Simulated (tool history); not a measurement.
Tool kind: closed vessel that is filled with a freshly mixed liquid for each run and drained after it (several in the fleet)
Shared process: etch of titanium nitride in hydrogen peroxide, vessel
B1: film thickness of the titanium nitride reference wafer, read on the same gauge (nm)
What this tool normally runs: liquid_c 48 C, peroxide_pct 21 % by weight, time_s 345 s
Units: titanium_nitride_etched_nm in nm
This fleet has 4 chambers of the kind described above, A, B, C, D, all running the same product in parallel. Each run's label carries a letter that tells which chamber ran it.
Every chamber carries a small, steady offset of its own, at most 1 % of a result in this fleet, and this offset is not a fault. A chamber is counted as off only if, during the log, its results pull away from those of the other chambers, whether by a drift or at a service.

Run 1D, day 0.146: usual settings; B1 69.988. Result: titanium_nitride_etched_nm 11.4120 nm.
Run 2B, day 0.283: usual settings; B1 70.012. Result: titanium_nitride_etched_nm 11.4820 nm.
Run 3C, day 0.429: usual settings; B1 69.985. Result: titanium_nitride_etched_nm 11.3500 nm.
Run 4A, day 0.579: usual settings; B1 70.009. Result: titanium_nitride_etched_nm 11.2920 nm.
Run 5B, day 0.771: usual settings; B1 70.007. Result: titanium_nitride_etched_nm 11.4630 nm.
Run 6D, day 0.892: usual settings; B1 69.985. Result: titanium_nitride_etched_nm 11.3190 nm.
Run 7A, day 1.004: usual settings; B1 69.998. Result: titanium_nitride_etched_nm 11.3290 nm.
Run 8C, day 1.192: usual settings; B1 70.001. Result: titanium_nitride_etched_nm 11.4650 nm.
Run 9B, day 1.300: usual settings; B1 69.996. Result: titanium_nitride_etched_nm 11.4500 nm.
Run 10A, day 1.483: usual settings; B1 69.988. Result: titanium_nitride_etched_nm 11.2440 nm.
Run 11C, day 1.612: usual settings but liquid_c 44 C; B1 70.000. Result: titanium_nitride_etched_nm 8.3222 nm.
Run 12D, day 1.717: usual settings but liquid_c 44 C; B1 70.001. Result: titanium_nitride_etched_nm 8.4545 nm.
Run 13C, day 1.888: usual settings but liquid_c 44 C; B1 69.997. Result: titanium_nitride_etched_nm 8.3492 nm.
Run 14A, day 2.042: usual settings but liquid_c 44 C; B1 70.019. Result: titanium_nitride_etched_nm 8.5018 nm.
Run 15B, day 2.162: usual settings; B1 69.997. Result: titanium_nitride_etched_nm 11.3690 nm.
Run 16D, day 2.371: usual settings; B1 70.005. Result: titanium_nitride_etched_nm 11.4350 nm.
Run 17A, day 2.592: usual settings; B1 69.998. Result: titanium_nitride_etched_nm 11.3040 nm.
Run 18C, day 2.712: usual settings but peroxide_pct 27 % by weight, time_s 155 s; B1 70.032. Result: titanium_nitride_etched_nm 5.2672 nm.
At day 2.796: chamber D: new drum of peroxide connected.
Run 19D, day 2.808: usual settings but peroxide_pct 27 % by weight, time_s 155 s; B1 69.969. Result: titanium_nitride_etched_nm 5.4377 nm.
Run 20B, day 3.004: usual settings but peroxide_pct 27 % by weight, time_s 155 s; B1 69.996. Result: titanium_nitride_etched_nm 5.3245 nm.
Run 21A, day 3.179: usual settings but peroxide_pct 27 % by weight, time_s 155 s; B1 69.976. Result: titanium_nitride_etched_nm 5.3645 nm.
Run 22D, day 3.371: usual settings; B1 69.990. Result: titanium_nitride_etched_nm 11.3570 nm.
Run 23B, day 3.588: usual settings; B1 69.983. Result: titanium_nitride_etched_nm 11.2190 nm.
At day 3.704: chamber C: new drum of peroxide connected.
Run 24C, day 3.808: usual settings; B1 69.987. Result: titanium_nitride_etched_nm 11.4610 nm.
Run 25D, day 3.967: usual settings; B1 70.012. Result: titanium_nitride_etched_nm 11.3650 nm.
Run 26A, day 4.133: usual settings; B1 69.989. Result: titanium_nitride_etched_nm 11.3810 nm.
Run 27B, day 4.258: usual settings; B1 69.989. Result: titanium_nitride_etched_nm 10.9460 nm.
Run 28C, day 4.483: usual settings; B1 69.973. Result: titanium_nitride_etched_nm 11.3440 nm.
Run 29D, day 4.629: usual settings; B1 69.989. Result: titanium_nitride_etched_nm 11.3670 nm.
Run 30B, day 4.758: usual settings but liquid_c 40 C; B1 69.983. Result: titanium_nitride_etched_nm 6.0119 nm.
Run 31C, day 4.975: usual settings but liquid_c 40 C; B1 69.996. Result: titanium_nitride_etched_nm 6.2389 nm.
Run 32A, day 5.083: usual settings but liquid_c 40 C; B1 69.991. Result: titanium_nitride_etched_nm 6.2625 nm.
Run 33C, day 5.279: usual settings but liquid_c 40 C; B1 69.994. Result: titanium_nitride_etched_nm 6.1402 nm.
Run 34D, day 5.500: usual settings; B1 69.988. Result: titanium_nitride_etched_nm 11.3150 nm.
Run 35A, day 5.721: usual settings; B1 70.004. Result: titanium_nitride_etched_nm 11.4100 nm.
Run 36B, day 5.867: usual settings; B1 69.987. Result: titanium_nitride_etched_nm 10.7240 nm.
Run 37D, day 5.979: usual settings; B1 69.988. Result: titanium_nitride_etched_nm 11.2950 nm.
Run 38A, day 6.171: usual settings; B1 70.006. Result: titanium_nitride_etched_nm 11.2270 nm.
Run 39C, day 6.396: usual settings; B1 69.979. Result: titanium_nitride_etched_nm 11.1690 nm.
Run 40B, day 6.583: usual settings; B1 70.007. Result: titanium_nitride_etched_nm 10.6880 nm.
Run 41B, day 6.708: usual settings but time_s 190 s; B1 70.001. Result: titanium_nitride_etched_nm 5.7683 nm.

Each of the 4 chambers runs these same settings next. Fill in every chamber's results:
Run 42A, day 6.867: usual settings. Result: titanium_nitride_etched_nm ?.
Run 42B, day 6.867: usual settings. Result: titanium_nitride_etched_nm ?.
Run 42C, day 6.867: usual settings. Result: titanium_nitride_etched_nm ?.
Run 42D, day 6.867: usual settings. Result: titanium_nitride_etched_nm ?.

run  titanium_nitride_etched_nm
42A                     11.1740
42B                     10.4650
42C                     11.1900
42D                     11.4920
